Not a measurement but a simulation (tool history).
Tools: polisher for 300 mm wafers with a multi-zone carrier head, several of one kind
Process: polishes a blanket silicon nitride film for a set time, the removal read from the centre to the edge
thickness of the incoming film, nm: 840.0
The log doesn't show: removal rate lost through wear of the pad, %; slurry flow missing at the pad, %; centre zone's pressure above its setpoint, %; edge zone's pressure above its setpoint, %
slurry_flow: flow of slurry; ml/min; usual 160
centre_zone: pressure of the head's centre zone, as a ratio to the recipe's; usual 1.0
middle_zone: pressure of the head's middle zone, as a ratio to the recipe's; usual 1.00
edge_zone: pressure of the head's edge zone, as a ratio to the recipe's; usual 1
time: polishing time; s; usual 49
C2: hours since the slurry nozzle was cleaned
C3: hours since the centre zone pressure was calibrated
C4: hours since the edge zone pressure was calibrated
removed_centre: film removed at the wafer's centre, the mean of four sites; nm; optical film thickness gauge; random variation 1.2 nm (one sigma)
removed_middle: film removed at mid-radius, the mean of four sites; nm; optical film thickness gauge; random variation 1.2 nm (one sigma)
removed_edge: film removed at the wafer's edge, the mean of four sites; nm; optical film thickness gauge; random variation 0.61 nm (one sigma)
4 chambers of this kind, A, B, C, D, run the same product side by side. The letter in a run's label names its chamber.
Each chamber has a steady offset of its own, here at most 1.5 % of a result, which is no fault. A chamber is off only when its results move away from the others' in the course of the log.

Run 1C, hour 5.0: usual settings; wafers polished on this pad 453; C2 85.3; C3 233.9; C4 133.9. Result: removed_centre 97.420 nm, removed_middle 96.196 nm, removed_edge 95.954 nm.
Run 2A, hour 14.6: usual settings; wafers polished on this pad 250; C2 84.0; C3 131.8; C4 333.2. Result: removed_centre 95.325 nm, removed_middle 95.881 nm, removed_edge 95.563 nm.
Run 3D, hour 19.6: usual settings; wafers polished on this pad 314; C2 311.0; C3 38.0; C4 533.5. Result: removed_centre 94.705 nm, removed_middle 97.037 nm, removed_edge 95.704 nm.
Run 4B, hour 25.5: usual settings; wafers polished on this pad 655; C2 208.2; C3 1204.6; C4 428.1. Result: removed_centre 96.371 nm, removed_middle 95.841 nm, removed_edge 94.121 nm.
At hour 25.9: chamber B: edge zone pressure recalibrated.
Run 5D, hour 33.8: usual settings; wafers polished on this pad 411; C2 325.2; C3 52.2; C4 547.7. Result: removed_centre 95.652 nm, removed_middle 96.259 nm, removed_edge 96.965 nm.
Run 6A, hour 39.1: usual settings; wafers polished on this pad 417; C2 108.5; C3 156.3; C4 357.7. Result: removed_centre 96.582 nm, removed_middle 95.603 nm, removed_edge 96.466 nm.
Run 7C, hour 43.8: usual settings; wafers polished on this pad 718; C2 124.1; C3 272.7; C4 172.7. Result: removed_centre 98.138 nm, removed_middle 95.933 nm, removed_edge 96.420 nm.
At hour 49.5: chamber D: edge zone pressure recalibrated.
Run 8B, hour 49.6: usual settings; wafers polished on this pad 820; C2 232.3; C3 1228.7; C4 23.8. Result: removed_centre 94.814 nm, removed_middle 95.279 nm, removed_edge 95.113 nm.
Run 9B, hour 58.4: usual settings; wafers polished on this pad 880; C2 241.1; C3 1237.5; C4 32.6. Result: removed_centre 97.867 nm, removed_middle 94.172 nm, removed_edge 93.179 nm.
Run 10C, hour 66.5: usual settings; wafers polished on this pad 873; C2 146.8; C3 295.4; C4 195.4. Result: removed_centre 96.009 nm, removed_middle 96.546 nm, removed_edge 96.604 nm.
Run 11A, hour 72.4: usual settings; wafers polished on this pad 645; C2 141.8; C3 189.6; C4 391.0. Result: removed_centre 97.882 nm, removed_middle 97.134 nm, removed_edge 96.271 nm.
Run 12D, hour 77.6: usual settings; wafers polished on this pad 711; C2 369.0; C3 96.0; C4 28.1. Result: removed_centre 95.756 nm, removed_middle 97.053 nm, removed_edge 95.030 nm.
At hour 79.6: chamber D: worn pad replaced by a new one.
At hour 84.8: chamber B: worn pad replaced by a new one.
Run 13B, hour 86.8: usual settings but centre_zone 1.1; wafers polished on this pad 13; C2 269.5; C3 1265.9; C4 61.0. Result: removed_centre 108.800 nm, removed_middle 96.118 nm, removed_edge 95.483 nm.
At hour 92.0: chamber A: worn pad replaced by a new one.
Run 14C, hour 96.2: usual settings but centre_zone 1.1; wafers polished on this pad 1076; C2 176.5; C3 325.1; C4 225.1. Result: removed_centre 107.650 nm, removed_middle 96.727 nm, removed_edge 97.166 nm.
Run 15A, hour 101.7: usual settings but centre_zone 1.1; wafers polished on this pad 66; C2 171.1; C3 218.9; C4 420.3. Result: removed_centre 107.940 nm, removed_middle 95.992 nm, removed_edge 96.224 nm.
Run 16D, hour 110.4: usual settings but centre_zone 1.1; wafers polished on this pad 210; C2 401.8; C3 128.8; C4 60.9. Result: removed_centre 104.650 nm, removed_middle 95.838 nm, removed_edge 94.356 nm.
Run 17D, hour 117.1: usual settings but slurry_flow 125 ml/min, middle_zone 1.09; wafers polished on this pad 256; C2 408.5; C3 135.5; C4 67.6. Result: removed_centre 87.402 nm, removed_middle 97.280 nm, removed_edge 91.124 nm.
Run 18B, hour 125.6: usual settings but slurry_flow 125 ml/min, middle_zone 1.09; wafers polished on this pad 279; C2 308.3; C3 1304.7; C4 99.8. Result: removed_centre 92.153 nm, removed_middle 95.670 nm, removed_edge 91.018 nm.
Run 19C, hour 132.5: usual settings but slurry_flow 125 ml/min, middle_zone 1.09; wafers polished on this pad 1325; C2 212.8; C3 361.4; C4 261.4. Result: removed_centre 90.851 nm, removed_middle 99.642 nm, removed_edge 92.710 nm.
Run 20A, hour 141.5: usual settings but slurry_flow 125 ml/min, middle_zone 1.09; wafers polished on this pad 339; C2 210.9; C3 258.7; C4 460.1. Result: removed_centre 92.758 nm, removed_middle 97.779 nm, removed_edge 92.707 nm.
At hour 147.7: chamber C: worn pad replaced by a new one.
At hour 148.4: chamber A: edge zone pressure recalibrated.
Run 21C, hour 150.3: usual settings; wafers polished on this pad 17; C2 230.6; C3 379.2; C4 279.2. Result: removed_centre 95.651 nm, removed_middle 96.911 nm, removed_edge 97.735 nm.
At hour 150.7: chamber B: centre zone pressure recalibrated.
At hour 154.2: chamber C: slurry nozzle cleaned.
Run 22D, hour 156.0: usual settings but slurry_flow 210 ml/min, time 65 s; wafers polished on this pad 522; C2 447.4; C3 174.4; C4 106.5. Result: removed_centre 129.130 nm, removed_middle 127.860 nm, removed_edge 128.570 nm.
Run 23B, hour 164.5: usual settings but slurry_flow 210 ml/min, time 65 s; wafers polished on this pad 545; C2 347.2; C3 13.9; C4 138.7. Result: removed_centre 132.950 nm, removed_middle 133.280 nm, removed_edge 127.930 nm.
At hour 168.9: chamber C: edge zone pressure recalibrated.
Run 24A, hour 173.4: usual settings but slurry_flow 210 ml/min, time 65 s; wafers polished on this pad 557; C2 242.8; C3 290.6; C4 25.0. Result: removed_centre 133.650 nm, removed_middle 135.260 nm, removed_edge 133.460 nm.
Run 25C, hour 179.8: usual settings but slurry_flow 210 ml/min, time 65 s; wafers polished on this pad 219; C2 25.6; C3 408.7; C4 11.0. Result: removed_centre 136.190 nm, removed_middle 132.140 nm, removed_edge 131.980 nm.
At hour 180.7: chamber A: centre zone pressure recalibrated.
Run 26D, hour 185.0: usual settings; wafers polished on this pad 721; C2 476.4; C3 203.4; C4 135.5. Result: removed_centre 89.621 nm, removed_middle 90.959 nm, removed_edge 92.597 nm.
At hour 189.7: chamber D: worn pad replaced by a new one.
Run 27A, hour 192.2: usual settings; wafers polished on this pad 685; C2 261.6; C3 11.5; C4 43.8. Result: removed_centre 96.487 nm, removed_middle 95.878 nm, removed_edge 96.131 nm.
At hour 194.3: chamber A: worn pad replaced by a new one.
Run 28B, hour 200.2: usual settings; wafers polished on this pad 789; C2 382.9; C3 49.6; C4 174.4. Result: removed_centre 94.670 nm, removed_middle 93.688 nm, removed_edge 93.720 nm.
Run 29C, hour 209.0: usual settings; wafers polished on this pad 419; C2 54.8; C3 437.9; C4 40.2. Result: removed_centre 95.591 nm, removed_middle 95.362 nm, removed_edge 96.876 nm.
Run 30A, hour 218.1: usual settings; wafers polished on this pad 162; C2 287.5; C3 37.4; C4 69.7. Result: removed_centre 95.889 nm, removed_middle 95.986 nm, removed_edge 97.192 nm.
Run 31D, hour 225.1: usual settings; wafers polished on this pad 242; C2 516.5; C3 243.5; C4 175.6. Result: removed_centre 85.238 nm, removed_middle 87.430 nm, removed_edge 90.395 nm.
Run 32B, hour 232.8: usual settings; wafers polished on this pad 1012; C2 415.5; C3 82.2; C4 207.0. Result: removed_centre 93.583 nm, removed_middle 94.692 nm, removed_edge 94.145 nm.

What goes on in this fleet: one chamber off, a drifting gauge, or nothing beyond the chambers' own small offsets? Name the chamber and the cause, if any.

Chamber D drifts away from the others.
Cause: slurry flow missing at the pad, % = 38.4.

Here are 4 candidates for chamber D's next run, each the usual settings with a change, their results left as question marks. Which one brings its results back in line with what the others give on the usual settings?
In line means no further than this from the other chambers' mean on the usual settings: removed_centre 4.100 nm; removed_middle 4.100 nm; removed_edge 2.100 nm
Run 33D-1, hour 239.6: usual settings but slurry_flow 170 ml/min, centre_zone 1.04, middle_zone 1.02, edge_zone 0.98, time 53 s. Result: removed_centre ?, removed_middle ?, removed_edge ?.
Run 33D-2, hour 239.6: usual settings but slurry_flow 185 ml/min, centre_zone 1.09, middle_zone 1.04, edge_zone 0.95, time 57 s. Result: removed_centre ?, removed_middle ?, removed_edge ?.
Run 33D-3, hour 239.6: usual settings but slurry_flow 150 ml/min, centre_zone 0.96, middle_zone 0.99, edge_zone 1.02, time 46 s. Result: removed_centre ?, removed_middle ?, removed_edge ?.
Run 33D-4, hour 239.6: usual settings but slurry_flow 140 ml/min, centre_zone 0.92, middle_zone 0.96, edge_zone 1.05, time 42 s. Result: removed_centre ?, removed_middle ?, removed_edge ?.

The other chambers' mean on the usual settings: removed_centre 96.502 nm; removed_middle 95.938 nm; removed_edge 95.894 nm
  run  removed_centre  removed_middle  removed_edge
33D-1          97.150          96.539        96.486
33D-2         112.790         107.960       103.640
33D-3          74.088          78.745        83.518
33D-4          62.929          68.462        76.376
33D-1 brings the chamber back in line.

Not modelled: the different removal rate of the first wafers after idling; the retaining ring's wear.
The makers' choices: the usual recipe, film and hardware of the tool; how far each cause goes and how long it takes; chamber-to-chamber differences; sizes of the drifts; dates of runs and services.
